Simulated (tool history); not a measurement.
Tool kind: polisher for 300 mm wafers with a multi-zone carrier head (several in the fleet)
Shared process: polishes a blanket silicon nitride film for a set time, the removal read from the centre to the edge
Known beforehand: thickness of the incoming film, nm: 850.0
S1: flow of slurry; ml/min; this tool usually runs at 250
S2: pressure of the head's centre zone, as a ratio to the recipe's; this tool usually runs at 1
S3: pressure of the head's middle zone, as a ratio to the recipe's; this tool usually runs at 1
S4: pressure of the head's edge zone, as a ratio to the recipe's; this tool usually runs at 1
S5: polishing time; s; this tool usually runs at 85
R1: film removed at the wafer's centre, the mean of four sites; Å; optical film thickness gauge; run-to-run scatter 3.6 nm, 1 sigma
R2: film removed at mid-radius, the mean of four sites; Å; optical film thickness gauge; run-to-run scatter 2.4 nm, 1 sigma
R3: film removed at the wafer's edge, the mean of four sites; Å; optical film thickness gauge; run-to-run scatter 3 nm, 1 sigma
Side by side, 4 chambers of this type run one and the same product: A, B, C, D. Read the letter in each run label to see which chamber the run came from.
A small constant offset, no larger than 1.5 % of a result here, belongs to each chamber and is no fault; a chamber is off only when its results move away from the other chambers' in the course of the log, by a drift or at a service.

{"run": "1A", "hour": 4.7, "S1": 250, "S2": 1, "S3": 1, "S4": 1, "S5": 85, "R1": 2690.2, "R2": 2751.1, "R3": 2741.7}
{"run": "2D", "hour": 10.2, "S1": 250, "S2": 1, "S3": 1, "S4": 1, "S5": 85, "R1": 2718.7, "R2": 2722.2, "R3": 2762}
{"run": "3C", "hour": 14.2, "S1": 250, "S2": 1, "S3": 1, "S4": 1, "S5": 85, "R1": 2707.2, "R2": 2784.3, "R3": 2737}
{"run": "4B", "hour": 17.9, "S1": 250, "S2": 1, "S3": 1, "S4": 1, "S5": 85, "R1": 2750, "R2": 2781.5, "R3": 2760}
{"hour": 23.2, "done": "chamber B: worn pad replaced by a new one"}
{"run": "5D", "hour": 23.2, "S1": 250, "S2": 1, "S3": 1, "S4": 1, "S5": 62, "R1": 1989.6, "R2": 1981.7, "R3": 1947.2}
{"run": "6C", "hour": 29.0, "S1": 250, "S2": 1, "S3": 1, "S4": 1, "S5": 62, "R1": 1983.8, "R2": 1993.7, "R3": 2038.4}
{"run": "7B", "hour": 32.3, "S1": 250, "S2": 1, "S3": 1, "S4": 1, "S5": 62, "R1": 1994.7, "R2": 2033.9, "R3": 1998.5}
{"run": "8A", "hour": 39.5, "S1": 250, "S2": 1, "S3": 1, "S4": 1, "S5": 62, "R1": 1984.8, "R2": 1984.6, "R3": 1987.4}
{"run": "9D", "hour": 44.2, "S1": 250, "S2": 1, "S3": 1, "S4": 1, "S5": 85, "R1": 2717.6, "R2": 2717, "R3": 2714.3}
{"run": "10C", "hour": 49.3, "S1": 250, "S2": 1, "S3": 1, "S4": 1, "S5": 85, "R1": 2695.6, "R2": 2758.3, "R3": 2709.4}
{"run": "11A", "hour": 56.0, "S1": 250, "S2": 1, "S3": 1, "S4": 1, "S5": 85, "R1": 2702.3, "R2": 2699.8, "R3": 2726.3}
{"run": "12B", "hour": 60.0, "S1": 250, "S2": 1, "S3": 1, "S4": 1.06, "S5": 85, "R1": 2677.4, "R2": 2738.6, "R3": 2817.8}
{"hour": 62.5, "done": "chamber B: slurry nozzle cleaned"}
{"run": "13C", "hour": 65.0, "S1": 250, "S2": 1, "S3": 1, "S4": 1.06, "S5": 85, "R1": 2692.8, "R2": 2718.2, "R3": 2792.3}
{"run": "14A", "hour": 68.8, "S1": 250, "S2": 1, "S3": 1, "S4": 1.06, "S5": 85, "R1": 2794.7, "R2": 2749.8, "R3": 2820.2}
{"run": "15B", "hour": 75.4, "S1": 250, "S2": 1, "S3": 1, "S4": 1.06, "S5": 85, "R1": 2749.6, "R2": 2788.2, "R3": 2824.9}
{"run": "16D", "hour": 82.7, "S1": 250, "S2": 1, "S3": 1, "S4": 1, "S5": 85, "R1": 2729, "R2": 2731.1, "R3": 2738.8}
{"hour": 84.9, "done": "chamber A: worn pad replaced by a new one"}
{"run": "17A", "hour": 89.3, "S1": 250, "S2": 1, "S3": 1, "S4": 1, "S5": 85, "R1": 2748.4, "R2": 2736.4, "R3": 2692.9}
{"run": "18D", "hour": 96.4, "S1": 250, "S2": 1, "S3": 1, "S4": 1, "S5": 85, "R1": 2705.6, "R2": 2747.2, "R3": 2699.2}
{"run": "19B", "hour": 103.4, "S1": 250, "S2": 1, "S3": 1, "S4": 1, "S5": 85, "R1": 2731.9, "R2": 2740.1, "R3": 2727.3}
{"run": "20C", "hour": 109.7, "S1": 250, "S2": 1, "S3": 1, "S4": 1, "S5": 85, "R1": 2519.5, "R2": 2554.9, "R3": 2509.4}
{"run": "21A", "hour": 116.6, "S1": 250, "S2": 1, "S3": 1, "S4": 1, "S5": 85, "R1": 2762.8, "R2": 2720.7, "R3": 2699.8}
{"run": "22B", "hour": 121.8, "S1": 250, "S2": 1, "S3": 1, "S4": 1, "S5": 85, "R1": 2740.1, "R2": 2784, "R3": 2728.9}
{"run": "23D", "hour": 127.1, "S1": 250, "S2": 1, "S3": 1, "S4": 1, "S5": 85, "R1": 2677.3, "R2": 2717.5, "R3": 2774.6}
{"run": "24C", "hour": 134.2, "S1": 250, "S2": 1, "S3": 1, "S4": 1, "S5": 85, "R1": 2446.5, "R2": 2410, "R3": 2434.9}
{"run": "25C", "hour": 137.6, "S1": 250, "S2": 1, "S3": 1, "S4": 1, "S5": 85, "R1": 2454.3, "R2": 2445.8, "R3": 2437.1}

Next, every chamber runs the same settings. What will each give?
{"run": "26A", "hour": 142.9, "S1": 250, "S2": 1, "S3": 1, "S4": 1.1, "S5": 85, "R1": "?", "R2": "?", "R3": "?"}
{"run": "26B", "hour": 142.9, "S1": 250, "S2": 1, "S3": 1, "S4": 1.1, "S5": 85, "R1": "?", "R2": "?", "R3": "?"}
{"run": "26C", "hour": 142.9, "S1": 250, "S2": 1, "S3": 1, "S4": 1.1, "S5": 85, "R1": "?", "R2": "?", "R3": "?"}
{"run": "26D", "hour": 142.9, "S1": 250, "S2": 1, "S3": 1, "S4": 1.1, "S5": 85, "R1": "?", "R2": "?", "R3": "?"}

run=26A R1=2731.9 R2=2748.9 R3=2928.6
run=26B R1=2751 R2=2755.2 R3=2852.6
run=26C R1=2375.7 R2=2430.4 R3=2495.1
run=26D R1=2721.3 R2=2706 R3=2927.9

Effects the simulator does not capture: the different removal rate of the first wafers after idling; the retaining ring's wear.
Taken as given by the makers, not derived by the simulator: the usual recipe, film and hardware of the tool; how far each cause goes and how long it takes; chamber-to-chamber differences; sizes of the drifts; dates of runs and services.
